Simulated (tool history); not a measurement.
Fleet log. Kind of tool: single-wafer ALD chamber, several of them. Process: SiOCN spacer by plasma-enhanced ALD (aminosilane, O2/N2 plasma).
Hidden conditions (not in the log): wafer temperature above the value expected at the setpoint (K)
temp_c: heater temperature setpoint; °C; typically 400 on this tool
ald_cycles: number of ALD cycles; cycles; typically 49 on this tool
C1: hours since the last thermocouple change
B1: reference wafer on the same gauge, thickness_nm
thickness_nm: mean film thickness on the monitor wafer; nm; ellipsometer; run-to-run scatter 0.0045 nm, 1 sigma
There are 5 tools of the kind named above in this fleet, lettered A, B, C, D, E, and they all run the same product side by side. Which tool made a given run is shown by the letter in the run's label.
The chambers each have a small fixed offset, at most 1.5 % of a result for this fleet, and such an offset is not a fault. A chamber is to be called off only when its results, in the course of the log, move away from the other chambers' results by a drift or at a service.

{"run": "1C", "day": 0.312, "temp_c": 400, "ald_cycles": 49, "C1": 1360.6, "B1": 2.5911, "thickness_nm": 2.9508}
{"run": "2B", "day": 0.617, "temp_c": 400, "ald_cycles": 49, "C1": 213.4, "B1": 2.5912, "thickness_nm": 2.9615}
{"run": "3E", "day": 0.933, "temp_c": 400, "ald_cycles": 49, "C1": 632.1, "B1": 2.5912, "thickness_nm": 2.9075}
{"run": "4D", "day": 1.238, "temp_c": 400, "ald_cycles": 49, "C1": 1392.1, "B1": 2.5927, "thickness_nm": 2.9585}
{"run": "5A", "day": 1.4, "temp_c": 400, "ald_cycles": 49, "C1": 1413.5, "B1": 2.5928, "thickness_nm": 2.952}
{"run": "6D", "day": 1.575, "temp_c": 413, "ald_cycles": 45, "C1": 1400.2, "B1": 2.593, "thickness_nm": 2.6022}
{"run": "7A", "day": 1.779, "temp_c": 413, "ald_cycles": 45, "C1": 1422.6, "B1": 2.5923, "thickness_nm": 2.6085}
{"run": "8E", "day": 2.071, "temp_c": 413, "ald_cycles": 45, "C1": 659.4, "B1": 2.5943, "thickness_nm": 2.5688}
{"run": "9C", "day": 2.308, "temp_c": 413, "ald_cycles": 45, "C1": 1408.5, "B1": 2.5941, "thickness_nm": 2.6057}
{"run": "10B", "day": 2.475, "temp_c": 413, "ald_cycles": 45, "C1": 258.0, "B1": 2.5943, "thickness_nm": 2.6147}
{"run": "11A", "day": 2.629, "temp_c": 410, "ald_cycles": 49, "C1": 1443.0, "B1": 2.5943, "thickness_nm": 2.8665}
{"run": "12E", "day": 2.817, "temp_c": 410, "ald_cycles": 49, "C1": 677.3, "B1": 2.5943, "thickness_nm": 2.8366}
{"run": "13B", "day": 2.967, "temp_c": 410, "ald_cycles": 49, "C1": 269.8, "B1": 2.5947, "thickness_nm": 2.8752}
{"run": "14D", "day": 3.162, "temp_c": 410, "ald_cycles": 49, "C1": 1438.3, "B1": 2.5956, "thickness_nm": 2.8677}
{"run": "15C", "day": 3.458, "temp_c": 410, "ald_cycles": 49, "C1": 1436.1, "B1": 2.5958, "thickness_nm": 2.8593}
{"run": "16D", "day": 3.646, "temp_c": 400, "ald_cycles": 49, "C1": 1449.9, "B1": 2.5956, "thickness_nm": 2.9584}
{"run": "17C", "day": 3.833, "temp_c": 400, "ald_cycles": 49, "C1": 1445.1, "B1": 2.596, "thickness_nm": 2.9583}
{"run": "18A", "day": 4.042, "temp_c": 400, "ald_cycles": 49, "C1": 1476.9, "B1": 2.5968, "thickness_nm": 2.9501}
{"run": "19B", "day": 4.254, "temp_c": 400, "ald_cycles": 49, "C1": 300.7, "B1": 2.5972, "thickness_nm": 2.9679}
{"run": "20E", "day": 4.517, "temp_c": 400, "ald_cycles": 49, "C1": 718.1, "B1": 2.5971, "thickness_nm": 2.9167}
{"run": "21D", "day": 4.817, "temp_c": 400, "ald_cycles": 49, "C1": 1478.0, "B1": 2.5972, "thickness_nm": 2.9611}
{"run": "22A", "day": 5.021, "temp_c": 400, "ald_cycles": 49, "C1": 1500.4, "B1": 2.5984, "thickness_nm": 2.9604}
{"run": "23C", "day": 5.2, "temp_c": 400, "ald_cycles": 49, "C1": 1477.9, "B1": 2.5977, "thickness_nm": 2.9601}
{"run": "24E", "day": 5.438, "temp_c": 400, "ald_cycles": 49, "C1": 740.2, "B1": 2.5982, "thickness_nm": 2.922}
{"run": "25B", "day": 5.692, "temp_c": 400, "ald_cycles": 49, "C1": 335.2, "B1": 2.5997, "thickness_nm": 2.9717}
{"run": "26E", "day": 5.979, "temp_c": 400, "ald_cycles": 49, "C1": 753.2, "B1": 2.6001, "thickness_nm": 2.9263}
{"run": "27A", "day": 6.183, "temp_c": 400, "ald_cycles": 49, "C1": 1528.3, "B1": 2.6009, "thickness_nm": 2.9587}
{"run": "28B", "day": 6.492, "temp_c": 400, "ald_cycles": 49, "C1": 354.4, "B1": 2.6005, "thickness_nm": 2.9696}
{"run": "29C", "day": 6.696, "temp_c": 400, "ald_cycles": 49, "C1": 1513.8, "B1": 2.6007, "thickness_nm": 2.9585}
{"run": "30D", "day": 6.908, "temp_c": 400, "ald_cycles": 49, "C1": 1528.2, "B1": 2.6017, "thickness_nm": 2.9539}
{"run": "31C", "day": 7.092, "temp_c": 409, "ald_cycles": 49, "C1": 1523.3, "B1": 2.6018, "thickness_nm": 2.8795}
{"run": "32B", "day": 7.271, "temp_c": 409, "ald_cycles": 49, "C1": 373.1, "B1": 2.6024, "thickness_nm": 2.8961}
{"run": "33A", "day": 7.596, "temp_c": 409, "ald_cycles": 49, "C1": 1562.2, "B1": 2.6028, "thickness_nm": 2.8866}
{"run": "34E", "day": 7.788, "temp_c": 409, "ald_cycles": 49, "C1": 796.6, "B1": 2.6037, "thickness_nm": 2.8479}
{"run": "35D", "day": 7.971, "temp_c": 409, "ald_cycles": 49, "C1": 1553.7, "B1": 2.6029, "thickness_nm": 2.8893}
{"run": "36A", "day": 8.2, "temp_c": 392, "ald_cycles": 55, "C1": 1576.7, "B1": 2.6029, "thickness_nm": 3.3225}
{"run": "37B", "day": 8.479, "temp_c": 392, "ald_cycles": 55, "C1": 402.1, "B1": 2.6035, "thickness_nm": 3.3398}
{"run": "38E", "day": 8.65, "temp_c": 392, "ald_cycles": 55, "C1": 817.3, "B1": 2.604, "thickness_nm": 3.297}
{"run": "39D", "day": 8.846, "temp_c": 392, "ald_cycles": 55, "C1": 1574.7, "B1": 2.6042, "thickness_nm": 3.3287}
{"run": "40C", "day": 9.042, "temp_c": 392, "ald_cycles": 55, "C1": 1570.1, "B1": 2.6047, "thickness_nm": 3.3229}
{"run": "41C", "day": 9.35, "temp_c": 400, "ald_cycles": 49, "C1": 1577.5, "B1": 2.6055, "thickness_nm": 2.975}
{"run": "42E", "day": 9.538, "temp_c": 400, "ald_cycles": 53, "C1": 838.6, "B1": 2.6068, "thickness_nm": 3.1779}

All chambers now run identical settings, listed one chamber a line with results as question marks. What results will each chamber show?
{"run": "43A", "day": 9.775, "temp_c": 410, "ald_cycles": 49, "thickness_nm": "?"}
{"run": "43B", "day": 9.775, "temp_c": 410, "ald_cycles": 49, "thickness_nm": "?"}
{"run": "43C", "day": 9.775, "temp_c": 410, "ald_cycles": 49, "thickness_nm": "?"}
{"run": "43D", "day": 9.775, "temp_c": 410, "ald_cycles": 49, "thickness_nm": "?"}
{"run": "43E", "day": 9.775, "temp_c": 410, "ald_cycles": 49, "thickness_nm": "?"}

run=43A thickness_nm=2.8837
run=43B thickness_nm=2.8822
run=43C thickness_nm=2.8833
run=43D thickness_nm=2.8801
run=43E thickness_nm=2.8540

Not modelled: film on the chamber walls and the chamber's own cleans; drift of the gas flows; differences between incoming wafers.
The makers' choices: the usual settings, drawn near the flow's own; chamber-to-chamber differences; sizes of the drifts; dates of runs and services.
